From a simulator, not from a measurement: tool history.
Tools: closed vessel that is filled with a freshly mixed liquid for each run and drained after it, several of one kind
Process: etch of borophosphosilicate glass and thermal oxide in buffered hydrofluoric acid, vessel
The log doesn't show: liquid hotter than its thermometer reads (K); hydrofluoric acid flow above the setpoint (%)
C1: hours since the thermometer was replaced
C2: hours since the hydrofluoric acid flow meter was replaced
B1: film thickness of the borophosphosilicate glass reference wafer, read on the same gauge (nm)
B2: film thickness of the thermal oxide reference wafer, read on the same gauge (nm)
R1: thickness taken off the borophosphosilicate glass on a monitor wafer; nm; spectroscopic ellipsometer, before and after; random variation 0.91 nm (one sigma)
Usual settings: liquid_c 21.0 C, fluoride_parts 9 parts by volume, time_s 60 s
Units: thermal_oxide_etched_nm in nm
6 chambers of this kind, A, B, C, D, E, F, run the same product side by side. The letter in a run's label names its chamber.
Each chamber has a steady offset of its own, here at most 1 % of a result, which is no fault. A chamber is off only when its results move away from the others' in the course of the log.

{"run": "1C", "hour": 5.8, "liquid_c": 21.0, "fluoride_parts": 9, "time_s": 60, "C1": 1156.6, "C2": 1840.6, "B1": 50.018, "B2": 79.981, "R1": 97.8, "thermal_oxide_etched_nm": 61.011}
{"run": "2E", "hour": 10.5, "liquid_c": 21.0, "fluoride_parts": 9, "time_s": 60, "C1": 426.1, "C2": 774.3, "B1": 49.977, "B2": 80.029, "R1": 100.29, "thermal_oxide_etched_nm": 62.09}
{"run": "3D", "hour": 14.7, "liquid_c": 21.0, "fluoride_parts": 9, "time_s": 60, "C1": 658.9, "C2": 757.8, "B1": 50.015, "B2": 80.001, "R1": 101.52, "thermal_oxide_etched_nm": 61.637}
{"run": "4A", "hour": 18.1, "liquid_c": 21.0, "fluoride_parts": 9, "time_s": 60, "C1": 201.0, "C2": 1263.3, "B1": 49.994, "B2": 80.003, "R1": 101.21, "thermal_oxide_etched_nm": 60.013}
{"run": "5F", "hour": 21.5, "liquid_c": 21.0, "fluoride_parts": 9, "time_s": 60, "C1": 924.1, "C2": 1397.1, "B1": 49.99, "B2": 79.994, "R1": 99.122, "thermal_oxide_etched_nm": 59.732}
{"run": "6B", "hour": 27.9, "liquid_c": 21.0, "fluoride_parts": 9, "time_s": 60, "C1": 1332.7, "C2": 1548.0, "B1": 49.988, "B2": 79.99, "R1": 101.28, "thermal_oxide_etched_nm": 61.141}
{"run": "7C", "hour": 31.8, "liquid_c": 21.0, "fluoride_parts": 9, "time_s": 60, "C1": 1182.6, "C2": 1866.6, "B1": 50.0, "B2": 79.986, "R1": 99.951, "thermal_oxide_etched_nm": 61.467}
{"run": "8D", "hour": 35.6, "liquid_c": 19.5, "fluoride_parts": 9, "time_s": 30, "C1": 679.8, "C2": 778.7, "B1": 49.988, "B2": 80.012, "R1": 45.811, "thermal_oxide_etched_nm": 28.79}
{"run": "9B", "hour": 38.8, "liquid_c": 19.5, "fluoride_parts": 9, "time_s": 30, "C1": 1343.6, "C2": 1558.9, "B1": 49.987, "B2": 79.975, "R1": 46.162, "thermal_oxide_etched_nm": 28.412}
{"hour": 41.9, "done": "chamber F: hydrofluoric acid flow meter replaced"}
{"run": "10F", "hour": 43.2, "liquid_c": 19.5, "fluoride_parts": 9, "time_s": 30, "C1": 945.8, "C2": 1.4, "B1": 50.007, "B2": 80.03, "R1": 46.041, "thermal_oxide_etched_nm": 27.809}
{"run": "11E", "hour": 48.7, "liquid_c": 19.5, "fluoride_parts": 9, "time_s": 30, "C1": 464.3, "C2": 812.5, "B1": 49.972, "B2": 80.022, "R1": 46.203, "thermal_oxide_etched_nm": 28.536}
{"run": "12A", "hour": 54.0, "liquid_c": 19.5, "fluoride_parts": 9, "time_s": 30, "C1": 236.9, "C2": 1299.2, "B1": 49.98, "B2": 79.985, "R1": 45.833, "thermal_oxide_etched_nm": 28.328}
{"run": "13A", "hour": 60.5, "liquid_c": 19.5, "fluoride_parts": 9, "time_s": 30, "C1": 243.4, "C2": 1305.7, "B1": 50.015, "B2": 79.988, "R1": 45.834, "thermal_oxide_etched_nm": 28.102}
{"run": "14B", "hour": 64.6, "liquid_c": 21.0, "fluoride_parts": 9, "time_s": 60, "C1": 1369.4, "C2": 1584.7, "B1": 49.987, "B2": 79.993, "R1": 100.65, "thermal_oxide_etched_nm": 61.873}
{"run": "15F", "hour": 70.4, "liquid_c": 21.0, "fluoride_parts": 12, "time_s": 45, "C1": 973.0, "C2": 28.6, "B1": 49.999, "B2": 80.051, "R1": 58.885, "thermal_oxide_etched_nm": 35.519}
{"run": "16D", "hour": 76.3, "liquid_c": 21.0, "fluoride_parts": 12, "time_s": 45, "C1": 720.5, "C2": 819.4, "B1": 49.99, "B2": 80.023, "R1": 59.321, "thermal_oxide_etched_nm": 36.106}
{"run": "17E", "hour": 80.2, "liquid_c": 21.0, "fluoride_parts": 12, "time_s": 45, "C1": 495.8, "C2": 844.0, "B1": 50.001, "B2": 79.963, "R1": 59.232, "thermal_oxide_etched_nm": 36.431}
{"run": "18C", "hour": 85.8, "liquid_c": 21.0, "fluoride_parts": 12, "time_s": 45, "C1": 1236.6, "C2": 1920.6, "B1": 50.002, "B2": 80.019, "R1": 57.964, "thermal_oxide_etched_nm": 35.495}
{"run": "19A", "hour": 90.0, "liquid_c": 21.0, "fluoride_parts": 12, "time_s": 45, "C1": 272.9, "C2": 1335.2, "B1": 49.995, "B2": 80.012, "R1": 58.322, "thermal_oxide_etched_nm": 36.338}
{"run": "20C", "hour": 96.0, "liquid_c": 21.0, "fluoride_parts": 12, "time_s": 45, "C1": 1246.8, "C2": 1930.8, "B1": 50.009, "B2": 79.975, "R1": 57.912, "thermal_oxide_etched_nm": 35.567}
{"run": "21E", "hour": 99.4, "liquid_c": 21.0, "fluoride_parts": 9, "time_s": 60, "C1": 515.0, "C2": 863.2, "B1": 50.005, "B2": 80.028, "R1": 99.812, "thermal_oxide_etched_nm": 62.203}
{"run": "22F", "hour": 102.6, "liquid_c": 21.0, "fluoride_parts": 9, "time_s": 60, "C1": 1005.2, "C2": 60.8, "B1": 50.007, "B2": 80.012, "R1": 99.989, "thermal_oxide_etched_nm": 61.102}
{"run": "23B", "hour": 108.0, "liquid_c": 21.0, "fluoride_parts": 9, "time_s": 60, "C1": 1412.8, "C2": 1628.1, "B1": 50.013, "B2": 79.971, "R1": 99.982, "thermal_oxide_etched_nm": 62.126}
{"run": "24D", "hour": 111.3, "liquid_c": 21.0, "fluoride_parts": 9, "time_s": 60, "C1": 755.5, "C2": 854.4, "B1": 50.0, "B2": 80.001, "R1": 100.62, "thermal_oxide_etched_nm": 61.005}
{"run": "25A", "hour": 117.1, "liquid_c": 21.0, "fluoride_parts": 9, "time_s": 60, "C1": 300.0, "C2": 1362.3, "B1": 50.006, "B2": 80.0, "R1": 99.879, "thermal_oxide_etched_nm": 60.999}
{"run": "26F", "hour": 122.8, "liquid_c": 21.0, "fluoride_parts": 9, "time_s": 60, "C1": 1025.4, "C2": 81.0, "B1": 49.991, "B2": 79.958, "R1": 101.45, "thermal_oxide_etched_nm": 60.707}
{"run": "27E", "hour": 126.8, "liquid_c": 21.0, "fluoride_parts": 9, "time_s": 60, "C1": 542.4, "C2": 890.6, "B1": 49.995, "B2": 80.018, "R1": 101.9, "thermal_oxide_etched_nm": 61.048}
{"run": "28C", "hour": 130.9, "liquid_c": 17.0, "fluoride_parts": 12, "time_s": 60, "C1": 1281.7, "C2": 1965.7, "B1": 50.015, "B2": 80.022, "R1": 62.411, "thermal_oxide_etched_nm": 37.504}
{"run": "29D", "hour": 135.9, "liquid_c": 17.0, "fluoride_parts": 12, "time_s": 60, "C1": 780.1, "C2": 879.0, "B1": 49.988, "B2": 80.037, "R1": 62.529, "thermal_oxide_etched_nm": 38.077}
{"run": "30B", "hour": 140.1, "liquid_c": 17.0, "fluoride_parts": 12, "time_s": 60, "C1": 1444.9, "C2": 1660.2, "B1": 50.003, "B2": 80.015, "R1": 63.066, "thermal_oxide_etched_nm": 38.316}
{"run": "31C", "hour": 143.8, "liquid_c": 17.0, "fluoride_parts": 12, "time_s": 60, "C1": 1294.6, "C2": 1978.6, "B1": 49.989, "B2": 80.015, "R1": 61.976, "thermal_oxide_etched_nm": 37.977}
{"run": "32D", "hour": 147.2, "liquid_c": 17.0, "fluoride_parts": 12, "time_s": 60, "C1": 791.4, "C2": 890.3, "B1": 49.998, "B2": 79.972, "R1": 63.678, "thermal_oxide_etched_nm": 38.421}
{"run": "33F", "hour": 152.6, "liquid_c": 17.0, "fluoride_parts": 12, "time_s": 60, "C1": 1055.2, "C2": 110.8, "B1": 49.986, "B2": 79.98, "R1": 64.343, "thermal_oxide_etched_nm": 37.789}
{"run": "34A", "hour": 159.3, "liquid_c": 21.0, "fluoride_parts": 9, "time_s": 60, "C1": 342.2, "C2": 1404.5, "B1": 49.996, "B2": 80.016, "R1": 100.95, "thermal_oxide_etched_nm": 61.705}
{"run": "35B", "hour": 164.8, "liquid_c": 21.0, "fluoride_parts": 9, "time_s": 60, "C1": 1469.6, "C2": 1684.9, "B1": 49.993, "B2": 80.017, "R1": 99.218, "thermal_oxide_etched_nm": 62.066}
{"run": "36E", "hour": 170.9, "liquid_c": 21.0, "fluoride_parts": 9, "time_s": 60, "C1": 586.5, "C2": 934.7, "B1": 49.978, "B2": 79.989, "R1": 101.25, "thermal_oxide_etched_nm": 62.572}
{"run": "37C", "hour": 174.2, "liquid_c": 21.0, "fluoride_parts": 9, "time_s": 60, "C1": 1325.0, "C2": 2009.0, "B1": 50.007, "B2": 80.023, "R1": 98.343, "thermal_oxide_etched_nm": 60.209}
{"run": "38A", "hour": 178.1, "liquid_c": 21.0, "fluoride_parts": 9, "time_s": 60, "C1": 361.0, "C2": 1423.3, "B1": 49.996, "B2": 79.957, "R1": 100.33, "thermal_oxide_etched_nm": 60.465}
{"run": "39D", "hour": 183.0, "liquid_c": 21.0, "fluoride_parts": 9, "time_s": 60, "C1": 827.2, "C2": 926.1, "B1": 49.996, "B2": 80.015, "R1": 101.38, "thermal_oxide_etched_nm": 61.492}
{"run": "40E", "hour": 186.3, "liquid_c": 21.0, "fluoride_parts": 9, "time_s": 60, "C1": 601.9, "C2": 950.1, "B1": 50.014, "B2": 80.02, "R1": 98.737, "thermal_oxide_etched_nm": 62.431}
{"run": "41B", "hour": 192.7, "liquid_c": 21.0, "fluoride_parts": 9, "time_s": 60, "C1": 1497.5, "C2": 1712.8, "B1": 50.013, "B2": 80.0, "R1": 98.638, "thermal_oxide_etched_nm": 61.302}
{"run": "42F", "hour": 196.4, "liquid_c": 21.0, "fluoride_parts": 9, "time_s": 60, "C1": 1099.0, "C2": 154.6, "B1": 50.01, "B2": 79.992, "R1": 100.59, "thermal_oxide_etched_nm": 60.037}
{"run": "43D", "hour": 200.0, "liquid_c": 21.0, "fluoride_parts": 9, "time_s": 60, "C1": 844.2, "C2": 943.1, "B1": 49.999, "B2": 79.983, "R1": 100.9, "thermal_oxide_etched_nm": 61.555}

All 6 chambers run these settings next. Forecast each chamber's results:
{"run": "44A", "hour": 204.8, "liquid_c": 21.0, "fluoride_parts": 9, "time_s": 60, "R1": "?", "thermal_oxide_etched_nm": "?"}
{"run": "44B", "hour": 204.8, "liquid_c": 21.0, "fluoride_parts": 9, "time_s": 60, "R1": "?", "thermal_oxide_etched_nm": "?"}
{"run": "44C", "hour": 204.8, "liquid_c": 21.0, "fluoride_parts": 9, "time_s": 60, "R1": "?", "thermal_oxide_etched_nm": "?"}
{"run": "44D", "hour": 204.8, "liquid_c": 21.0, "fluoride_parts": 9, "time_s": 60, "R1": "?", "thermal_oxide_etched_nm": "?"}
{"run": "44E", "hour": 204.8, "liquid_c": 21.0, "fluoride_parts": 9, "time_s": 60, "R1": "?", "thermal_oxide_etched_nm": "?"}
{"run": "44F", "hour": 204.8, "liquid_c": 21.0, "fluoride_parts": 9, "time_s": 60, "R1": "?", "thermal_oxide_etched_nm": "?"}

run=44A R1=99.840 thermal_oxide_etched_nm=61.118
run=44B R1=101.210 thermal_oxide_etched_nm=61.318
run=44C R1=98.326 thermal_oxide_etched_nm=60.701
run=44D R1=99.822 thermal_oxide_etched_nm=61.493
run=44E R1=101.190 thermal_oxide_etched_nm=62.356
run=44F R1=101.990 thermal_oxide_etched_nm=61.005
